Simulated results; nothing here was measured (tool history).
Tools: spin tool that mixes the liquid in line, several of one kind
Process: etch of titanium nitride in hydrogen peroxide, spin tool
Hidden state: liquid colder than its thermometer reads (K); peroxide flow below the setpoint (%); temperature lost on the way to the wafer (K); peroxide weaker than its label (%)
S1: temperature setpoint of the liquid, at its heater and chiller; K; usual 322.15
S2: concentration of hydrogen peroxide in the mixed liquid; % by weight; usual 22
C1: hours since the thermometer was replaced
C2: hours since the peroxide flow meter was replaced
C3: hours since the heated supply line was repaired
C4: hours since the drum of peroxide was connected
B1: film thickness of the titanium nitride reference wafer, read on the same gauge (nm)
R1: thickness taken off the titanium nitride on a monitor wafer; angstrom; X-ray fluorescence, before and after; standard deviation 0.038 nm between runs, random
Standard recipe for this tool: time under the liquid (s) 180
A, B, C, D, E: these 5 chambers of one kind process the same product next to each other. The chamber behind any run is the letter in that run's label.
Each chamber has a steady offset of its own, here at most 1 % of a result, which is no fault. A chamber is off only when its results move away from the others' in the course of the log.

{"run": "1E", "hour": 6.3, "S1": 322.15, "S2": 22, "time under the liquid (s)": 180, "C1": 1239.6, "C2": 22.9, "C3": 1317.2, "C4": 846.9, "B1": 40.005, "R1": 51.871}
{"run": "2A", "hour": 12.3, "S1": 322.15, "S2": 22, "time under the liquid (s)": 180, "C1": 1473.4, "C2": 210.4, "C3": 470.3, "C4": 149.4, "B1": 39.995, "R1": 52.835}
{"run": "3B", "hour": 16.5, "S1": 322.15, "S2": 22, "time under the liquid (s)": 180, "C1": 218, "C2": 225.8, "C3": 2222.9, "C4": 124.4, "B1": 40.008, "R1": 51.753}
{"hour": 22.0, "done": "chamber B: heated supply line repaired"}
{"run": "4D", "hour": 23.6, "S1": 322.15, "S2": 22, "time under the liquid (s)": 180, "C1": 352.3, "C2": 79.2, "C3": 57, "C4": 206, "B1": 40.003, "R1": 53.212}
{"run": "5C", "hour": 28.3, "S1": 322.15, "S2": 22, "time under the liquid (s)": 180, "C1": 888.4, "C2": 379, "C3": 817.5, "C4": 190.2, "B1": 40.024, "R1": 52.313}
{"run": "6E", "hour": 33.7, "S1": 322.15, "S2": 22, "time under the liquid (s)": 180, "C1": 1267, "C2": 50.3, "C3": 1344.6, "C4": 874.3, "B1": 39.999, "R1": 52.273}
{"run": "7D", "hour": 41.6, "S1": 322.15, "S2": 22, "time under the liquid (s)": 180, "C1": 370.3, "C2": 97.2, "C3": 75, "C4": 224, "B1": 40.008, "R1": 52.25}
{"run": "8B", "hour": 48.8, "S1": 322.15, "S2": 22, "time under the liquid (s)": 180, "C1": 250.3, "C2": 258.1, "C3": 26.9, "C4": 156.7, "B1": 39.994, "R1": 51.826}
{"run": "9C", "hour": 54.6, "S1": 322.15, "S2": 22, "time under the liquid (s)": 180, "C1": 914.7, "C2": 405.3, "C3": 843.8, "C4": 216.5, "B1": 39.998, "R1": 51.954}
{"run": "10A", "hour": 59.8, "S1": 322.15, "S2": 22, "time under the liquid (s)": 180, "C1": 1520.9, "C2": 257.9, "C3": 517.8, "C4": 196.9, "B1": 40.005, "R1": 52.616}
{"run": "11E", "hour": 63.6, "S1": 322.15, "S2": 22, "time under the liquid (s)": 180, "C1": 1296.9, "C2": 80.2, "C3": 1374.5, "C4": 904.2, "B1": 39.982, "R1": 52.98}
{"run": "12D", "hour": 69.2, "S1": 322.15, "S2": 22, "time under the liquid (s)": 240, "C1": 397.9, "C2": 124.8, "C3": 102.6, "C4": 251.6, "B1": 40.009, "R1": 69.884}
{"run": "13C", "hour": 73.2, "S1": 322.15, "S2": 22, "time under the liquid (s)": 240, "C1": 933.3, "C2": 423.9, "C3": 862.4, "C4": 235.1, "B1": 40.002, "R1": 69.986}
{"run": "14A", "hour": 76.8, "S1": 322.15, "S2": 22, "time under the liquid (s)": 240, "C1": 1537.9, "C2": 274.9, "C3": 534.8, "C4": 213.9, "B1": 40.011, "R1": 68.96}
{"run": "15B", "hour": 82.4, "S1": 322.15, "S2": 22, "time under the liquid (s)": 240, "C1": 283.9, "C2": 291.7, "C3": 60.5, "C4": 190.3, "B1": 40.019, "R1": 70.132}
{"run": "16A", "hour": 88.3, "S1": 322.15, "S2": 22, "time under the liquid (s)": 240, "C1": 1549.4, "C2": 286.4, "C3": 546.3, "C4": 225.4, "B1": 40.001, "R1": 69.017}
{"run": "17E", "hour": 95.7, "S1": 322.15, "S2": 22, "time under the liquid (s)": 180, "C1": 1329, "C2": 112.3, "C3": 1406.6, "C4": 936.3, "B1": 40.001, "R1": 52.258}
{"run": "18D", "hour": 101.4, "S1": 322.15, "S2": 22, "time under the liquid (s)": 180, "C1": 430.1, "C2": 157, "C3": 134.8, "C4": 283.8, "B1": 39.993, "R1": 51.563}
{"run": "19B", "hour": 105.1, "S1": 322.15, "S2": 22, "time under the liquid (s)": 180, "C1": 306.6, "C2": 314.4, "C3": 83.2, "C4": 213, "B1": 40.006, "R1": 52.538}
{"run": "20C", "hour": 110.2, "S1": 322.15, "S2": 22, "time under the liquid (s)": 180, "C1": 970.3, "C2": 460.9, "C3": 899.4, "C4": 272.1, "B1": 40.004, "R1": 52.405}
{"run": "21B", "hour": 117.9, "S1": 322.15, "S2": 22, "time under the liquid (s)": 180, "C1": 319.4, "C2": 327.2, "C3": 96, "C4": 225.8, "B1": 40.017, "R1": 51.943}
{"run": "22D", "hour": 121.9, "S1": 322.15, "S2": 22, "time under the liquid (s)": 180, "C1": 450.6, "C2": 177.5, "C3": 155.3, "C4": 304.3, "B1": 40.002, "R1": 50.585}
{"run": "23C", "hour": 129.9, "S1": 322.15, "S2": 22, "time under the liquid (s)": 180, "C1": 990, "C2": 480.6, "C3": 919.1, "C4": 291.8, "B1": 40.002, "R1": 52.15}
{"run": "24A", "hour": 133.9, "S1": 322.15, "S2": 22, "time under the liquid (s)": 180, "C1": 1595, "C2": 332, "C3": 591.9, "C4": 271, "B1": 39.98, "R1": 52.385}
{"run": "25E", "hour": 139.3, "S1": 322.15, "S2": 22, "time under the liquid (s)": 180, "C1": 1372.6, "C2": 155.9, "C3": 1450.2, "C4": 979.9, "B1": 40.006, "R1": 52.301}
{"run": "26A", "hour": 144.5, "S1": 322.15, "S2": 22, "time under the liquid (s)": 180, "C1": 1605.6, "C2": 342.6, "C3": 602.5, "C4": 281.6, "B1": 40.002, "R1": 52.246}
{"run": "27B", "hour": 150.2, "S1": 325.65, "S2": 22, "time under the liquid (s)": 180, "C1": 351.7, "C2": 359.5, "C3": 128.3, "C4": 258.1, "B1": 39.992, "R1": 67.138}
{"run": "28D", "hour": 154.7, "S1": 325.65, "S2": 22, "time under the liquid (s)": 180, "C1": 483.4, "C2": 210.3, "C3": 188.1, "C4": 337.1, "B1": 39.995, "R1": 63.344}
{"run": "29C", "hour": 161.7, "S1": 325.65, "S2": 22, "time under the liquid (s)": 180, "C1": 1021.8, "C2": 512.4, "C3": 950.9, "C4": 323.6, "B1": 40.002, "R1": 67.238}
{"run": "30E", "hour": 168.1, "S1": 325.65, "S2": 22, "time under the liquid (s)": 180, "C1": 1401.4, "C2": 184.7, "C3": 1479, "C4": 1008.7, "B1": 40.025, "R1": 67.076}

Each of the 5 chambers runs these same settings next. Fill in every chamber's results:
{"run": "31A", "hour": 174.0, "S1": 322.15, "S2": 19.5, "time under the liquid (s)": 180, "R1": "?"}
{"run": "31B", "hour": 174.0, "S1": 322.15, "S2": 19.5, "time under the liquid (s)": 180, "R1": "?"}
{"run": "31C", "hour": 174.0, "S1": 322.15, "S2": 19.5, "time under the liquid (s)": 180, "R1": "?"}
{"run": "31D", "hour": 174.0, "S1": 322.15, "S2": 19.5, "time under the liquid (s)": 180, "R1": "?"}
{"run": "31E", "hour": 174.0, "S1": 322.15, "S2": 19.5, "time under the liquid (s)": 180, "R1": "?"}

run=31A R1=51.193
run=31B R1=50.655
run=31C R1=51.291
run=31D R1=48.202
run=31E R1=51.263
